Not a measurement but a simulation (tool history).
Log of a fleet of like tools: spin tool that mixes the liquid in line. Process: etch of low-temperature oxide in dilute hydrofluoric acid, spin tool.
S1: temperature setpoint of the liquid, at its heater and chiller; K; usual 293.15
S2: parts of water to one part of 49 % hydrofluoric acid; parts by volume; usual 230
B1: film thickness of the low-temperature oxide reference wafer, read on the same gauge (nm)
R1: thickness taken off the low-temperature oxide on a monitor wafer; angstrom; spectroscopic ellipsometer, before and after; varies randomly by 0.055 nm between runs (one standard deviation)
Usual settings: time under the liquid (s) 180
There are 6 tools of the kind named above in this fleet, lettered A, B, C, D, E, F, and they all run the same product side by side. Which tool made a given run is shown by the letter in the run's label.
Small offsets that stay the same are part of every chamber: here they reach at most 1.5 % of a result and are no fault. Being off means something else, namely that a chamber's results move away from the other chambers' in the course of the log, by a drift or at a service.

{"run": "1D", "day": 0.129, "S1": 293.15, "S2": 230, "time under the liquid (s)": 180, "B1": 100.01, "R1": 107.06}
{"run": "2A", "day": 0.238, "S1": 293.15, "S2": 230, "time under the liquid (s)": 180, "B1": 100, "R1": 107.21}
{"run": "3F", "day": 0.354, "S1": 293.15, "S2": 230, "time under the liquid (s)": 180, "B1": 100.02, "R1": 105.04}
{"run": "4E", "day": 0.483, "S1": 293.15, "S2": 230, "time under the liquid (s)": 180, "B1": 99.981, "R1": 105.27}
{"run": "5C", "day": 0.596, "S1": 293.15, "S2": 230, "time under the liquid (s)": 180, "B1": 100, "R1": 105.37}
{"run": "6B", "day": 0.746, "S1": 293.15, "S2": 230, "time under the liquid (s)": 180, "B1": 100.01, "R1": 104.58}
{"run": "7B", "day": 0.854, "S1": 293.15, "S2": 230, "time under the liquid (s)": 180, "B1": 99.978, "R1": 104.79}
{"run": "8A", "day": 1.038, "S1": 293.15, "S2": 230, "time under the liquid (s)": 180, "B1": 100.01, "R1": 105.74}
{"run": "9F", "day": 1.188, "S1": 293.15, "S2": 230, "time under the liquid (s)": 255, "B1": 100.01, "R1": 149.85}
{"run": "10D", "day": 1.308, "S1": 293.15, "S2": 230, "time under the liquid (s)": 255, "B1": 100.02, "R1": 152.4}
{"run": "11C", "day": 1.492, "S1": 293.15, "S2": 230, "time under the liquid (s)": 255, "B1": 99.985, "R1": 148.58}
{"run": "12E", "day": 1.633, "S1": 293.15, "S2": 230, "time under the liquid (s)": 255, "B1": 100.02, "R1": 150.74}
{"run": "13E", "day": 1.742, "S1": 293.15, "S2": 230, "time under the liquid (s)": 255, "B1": 100, "R1": 149.12}
{"run": "14C", "day": 1.925, "S1": 293.15, "S2": 230, "time under the liquid (s)": 255, "B1": 100.01, "R1": 149}
{"run": "15F", "day": 2.017, "S1": 293.15, "S2": 230, "time under the liquid (s)": 180, "B1": 100.02, "R1": 105.17}
{"run": "16D", "day": 2.138, "S1": 293.15, "S2": 230, "time under the liquid (s)": 180, "B1": 99.999, "R1": 106.43}
{"run": "17A", "day": 2.292, "S1": 293.15, "S2": 230, "time under the liquid (s)": 180, "B1": 100, "R1": 106.67}
{"run": "18B", "day": 2.379, "S1": 293.15, "S2": 230, "time under the liquid (s)": 180, "B1": 99.995, "R1": 105.46}
{"run": "19B", "day": 2.475, "S1": 293.15, "S2": 230, "time under the liquid (s)": 180, "B1": 100.03, "R1": 104.52}
{"run": "20F", "day": 2.633, "S1": 293.15, "S2": 230, "time under the liquid (s)": 180, "B1": 100, "R1": 105.84}
{"run": "21A", "day": 2.758, "S1": 293.15, "S2": 230, "time under the liquid (s)": 180, "B1": 99.981, "R1": 107.34}
{"run": "22E", "day": 2.858, "S1": 293.15, "S2": 230, "time under the liquid (s)": 180, "B1": 99.997, "R1": 106.53}
{"run": "23D", "day": 3.042, "S1": 293.15, "S2": 230, "time under the liquid (s)": 180, "B1": 100.02, "R1": 107.64}
{"run": "24C", "day": 3.133, "S1": 293.15, "S2": 230, "time under the liquid (s)": 180, "B1": 99.999, "R1": 105.2}
{"run": "25A", "day": 3.271, "S1": 293.15, "S2": 230, "time under the liquid (s)": 180, "B1": 99.996, "R1": 108.33}
{"run": "26C", "day": 3.371, "S1": 293.15, "S2": 230, "time under the liquid (s)": 180, "B1": 99.986, "R1": 105.01}
{"run": "27D", "day": 3.496, "S1": 293.15, "S2": 230, "time under the liquid (s)": 180, "B1": 100, "R1": 107.46}
{"run": "28F", "day": 3.608, "S1": 293.15, "S2": 230, "time under the liquid (s)": 180, "B1": 99.994, "R1": 106.39}
{"run": "29B", "day": 3.754, "S1": 290.15, "S2": 230, "time under the liquid (s)": 275, "B1": 100.01, "R1": 143.29}
{"run": "30E", "day": 3.892, "S1": 290.15, "S2": 230, "time under the liquid (s)": 275, "B1": 100, "R1": 144.17}
{"run": "31E", "day": 3.975, "S1": 290.15, "S2": 230, "time under the liquid (s)": 275, "B1": 99.993, "R1": 145.08}
{"run": "32A", "day": 4.075, "S1": 290.15, "S2": 230, "time under the liquid (s)": 275, "B1": 100.02, "R1": 149.64}
{"run": "33B", "day": 4.238, "S1": 290.15, "S2": 230, "time under the liquid (s)": 275, "B1": 99.996, "R1": 140.77}
{"run": "34C", "day": 4.388, "S1": 290.15, "S2": 230, "time under the liquid (s)": 275, "B1": 99.976, "R1": 143.37}
{"run": "35D", "day": 4.542, "S1": 293.15, "S2": 230, "time under the liquid (s)": 180, "B1": 99.995, "R1": 107.49}
{"run": "36F", "day": 4.629, "S1": 293.15, "S2": 230, "time under the liquid (s)": 180, "B1": 100.01, "R1": 104.63}
{"run": "37B", "day": 4.729, "S1": 293.15, "S2": 230, "time under the liquid (s)": 180, "B1": 99.987, "R1": 105.76}
{"run": "38D", "day": 4.883, "S1": 293.15, "S2": 230, "time under the liquid (s)": 180, "B1": 100, "R1": 108.48}
{"run": "39F", "day": 5.029, "S1": 293.15, "S2": 230, "time under the liquid (s)": 250, "B1": 100.01, "R1": 146.52}
{"day": 5.108, "done": "chamber C: thermometer replaced"}
{"run": "40A", "day": 5.133, "S1": 293.15, "S2": 230, "time under the liquid (s)": 250, "B1": 99.984, "R1": 154.02}
{"run": "41C", "day": 5.312, "S1": 293.15, "S2": 230, "time under the liquid (s)": 250, "B1": 100, "R1": 146.36}
{"run": "42E", "day": 5.488, "S1": 293.15, "S2": 230, "time under the liquid (s)": 250, "B1": 100.01, "R1": 149.01}
{"run": "43C", "day": 5.617, "S1": 293.15, "S2": 230, "time under the liquid (s)": 250, "B1": 99.99, "R1": 146.17}

Each of the 6 chambers runs these same settings next. Fill in every chamber's results:
{"run": "44A", "day": 5.754, "S1": 293.15, "S2": 230, "time under the liquid (s)": 180, "R1": "?"}
{"run": "44B", "day": 5.754, "S1": 293.15, "S2": 230, "time under the liquid (s)": 180, "R1": "?"}
{"run": "44C", "day": 5.754, "S1": 293.15, "S2": 230, "time under the liquid (s)": 180, "R1": "?"}
{"run": "44D", "day": 5.754, "S1": 293.15, "S2": 230, "time under the liquid (s)": 180, "R1": "?"}
{"run": "44E", "day": 5.754, "S1": 293.15, "S2": 230, "time under the liquid (s)": 180, "R1": "?"}
{"run": "44F", "day": 5.754, "S1": 293.15, "S2": 230, "time under the liquid (s)": 180, "R1": "?"}

run=44A R1=110.61
run=44B R1=104.27
run=44C R1=104.82
run=44D R1=107.7
run=44E R1=105.87
run=44F R1=104.52

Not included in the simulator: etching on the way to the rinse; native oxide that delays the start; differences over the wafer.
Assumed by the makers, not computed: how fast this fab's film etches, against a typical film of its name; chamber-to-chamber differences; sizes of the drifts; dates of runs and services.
